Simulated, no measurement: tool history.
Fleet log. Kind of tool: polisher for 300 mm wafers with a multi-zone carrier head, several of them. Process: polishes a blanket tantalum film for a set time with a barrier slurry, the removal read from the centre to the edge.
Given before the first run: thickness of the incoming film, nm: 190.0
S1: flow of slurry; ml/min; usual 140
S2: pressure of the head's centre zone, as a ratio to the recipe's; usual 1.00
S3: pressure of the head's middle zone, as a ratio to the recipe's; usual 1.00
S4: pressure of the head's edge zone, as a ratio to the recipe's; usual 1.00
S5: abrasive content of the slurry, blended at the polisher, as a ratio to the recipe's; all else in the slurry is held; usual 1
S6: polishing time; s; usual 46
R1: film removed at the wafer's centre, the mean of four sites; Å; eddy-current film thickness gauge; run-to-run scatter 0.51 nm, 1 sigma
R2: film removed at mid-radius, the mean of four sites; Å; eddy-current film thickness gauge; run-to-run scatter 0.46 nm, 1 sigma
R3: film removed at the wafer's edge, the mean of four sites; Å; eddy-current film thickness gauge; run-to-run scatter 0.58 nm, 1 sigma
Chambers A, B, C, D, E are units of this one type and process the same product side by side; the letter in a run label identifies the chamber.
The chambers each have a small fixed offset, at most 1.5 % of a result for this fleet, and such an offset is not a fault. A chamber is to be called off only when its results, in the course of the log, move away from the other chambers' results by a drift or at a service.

run	hour	S1	S2	S3	S4	S5	S6	R1	R2	R3
# hour 6.6: chamber A: worn pad replaced by a new one
1E	8.0	140	1.00	1.00	1.00	1	46	567.80	571.83	575.69
# hour 11.3: chamber E: worn pad replaced by a new one
2A	22.1	140	1.00	1.00	1.00	1	46	570.65	572.28	574.06
3D	35.9	140	1.00	1.00	1.00	1	46	574.74	581.53	580.01
# hour 45.4: chamber D: worn pad replaced by a new one
4C	50.1	140	1.00	1.00	1.00	1	46	570.18	571.55	562.30
5B	63.0	140	1.00	0.91	1.00	1	46	567.59	522.79	568.53
# hour 67.8: chamber B: worn pad replaced by a new one
# hour 71.1: chamber B: slurry nozzle cleaned
6B	74.3	140	1.00	0.91	1.00	1	46	567.07	523.71	562.62
7C	84.6	140	1.00	0.91	1.00	1	46	567.41	519.69	578.43
# hour 88.1: chamber A: worn pad replaced by a new one
# hour 90.6: chamber C: worn pad replaced by a new one
8A	94.5	140	1.00	0.91	1.00	1	46	559.05	517.89	572.27
# hour 99.4: chamber C: slurry nozzle cleaned
9E	107.5	140	1.00	0.91	1.00	1	46	568.07	515.64	581.61
10D	122.8	140	1.00	1.00	1.00	1	46	580.09	573.09	574.52
# hour 123.7: chamber A: edge zone pressure recalibrated
# hour 127.8: chamber D: worn pad replaced by a new one
11E	138.5	140	1.00	1.00	1.00	1	46	558.71	568.59	573.05
# hour 141.3: chamber B: worn pad replaced by a new one
# hour 148.4: chamber E: worn pad replaced by a new one
12D	149.1	140	1.09	1.00	1.00	1	46	635.65	577.18	574.55
13B	162.0	140	1.09	1.00	1.00	1	46	635.94	565.58	570.24
# hour 162.6: chamber A: worn pad replaced by a new one
14A	173.8	140	1.09	1.00	1.00	1	46	630.12	567.30	559.68
15C	189.6	140	1.09	1.00	1.00	1	46	621.04	574.83	582.78
16B	204.4	140	1.09	1.00	1.00	1	46	636.05	573.55	570.86
# hour 207.5: chamber C: worn pad replaced by a new one
# hour 217.3: chamber D: worn pad replaced by a new one
# hour 217.7: chamber B: worn pad replaced by a new one
17D	217.8	140	1.10	1.00	1.06	1	46	641.56	571.68	586.06
# hour 218.3: chamber A: centre zone pressure recalibrated
18E	227.3	140	1.10	1.00	1.06	1	46	630.03	573.53	599.68
19C	234.7	140	1.10	1.00	1.06	1	46	632.62	576.90	585.29
# hour 245.8: chamber A: worn pad replaced by a new one
20A	249.5	140	1.10	1.00	1.06	1	46	626.36	563.78	592.71
21B	264.6	140	1.10	1.00	1.06	1	46	637.18	571.10	598.67
# hour 272.7: chamber E: worn pad replaced by a new one
22E	277.7	140	1.00	1.00	1.00	1	46	562.64	566.16	577.77
23D	288.9	140	1.00	1.00	0.91	1	46	576.70	573.34	530.13
# hour 296.3: chamber D: worn pad replaced by a new one
# hour 296.5: chamber B: worn pad replaced by a new one
24A	302.8	140	1.00	1.00	0.91	1	46	562.42	561.40	541.88
25C	313.8	140	1.00	1.00	0.91	1	46	570.77	571.52	543.91
# hour 319.1: chamber A: worn pad replaced by a new one
26B	328.5	140	1.00	1.00	0.91	1	46	571.26	569.87	540.60
27E	340.3	140	1.00	1.00	0.91	1	46	566.24	565.56	545.46
# hour 350.6: chamber C: worn pad replaced by a new one
28C	351.4	120	1.00	1.00	0.95	1	46	550.30	558.59	547.16
# hour 358.7: chamber C: centre zone pressure recalibrated
29A	362.0	120	1.00	1.00	0.95	1	46	540.87	549.04	548.87
30D	372.6	120	1.00	1.00	0.95	1	46	541.84	550.00	539.79
# hour 374.7: chamber A: slurry nozzle cleaned
# hour 377.5: chamber E: worn pad replaced by a new one
31E	380.3	120	1.00	1.00	0.95	1	46	542.56	554.02	544.62
32D	388.4	120	1.00	1.00	0.95	1	46	549.48	562.08	555.94
33A	404.6	140	1.00	1.00	1.00	1	46	566.65	563.10	575.89
# hour 406.2: chamber C: edge zone pressure recalibrated
34C	419.9	140	1.00	1.00	1.00	1	46	578.77	572.95	570.85

Next, every chamber runs the same settings. What will each give?
35A	431.8	140	1.00	1.00	1.00	1	46	?	?	?
35B	431.8	140	1.00	1.00	1.00	1	46	?	?	?
35C	431.8	140	1.00	1.00	1.00	1	46	?	?	?
35D	431.8	140	1.00	1.00	1.00	1	46	?	?	?
35E	431.8	140	1.00	1.00	1.00	1	46	?	?	?

run	R1	R2	R3
35A	564.67	572.06	571.52
35B	575.97	570.44	561.27
35C	569.05	572.91	581.52
35D	572.67	575.28	562.57
35E	569.25	555.14	574.61

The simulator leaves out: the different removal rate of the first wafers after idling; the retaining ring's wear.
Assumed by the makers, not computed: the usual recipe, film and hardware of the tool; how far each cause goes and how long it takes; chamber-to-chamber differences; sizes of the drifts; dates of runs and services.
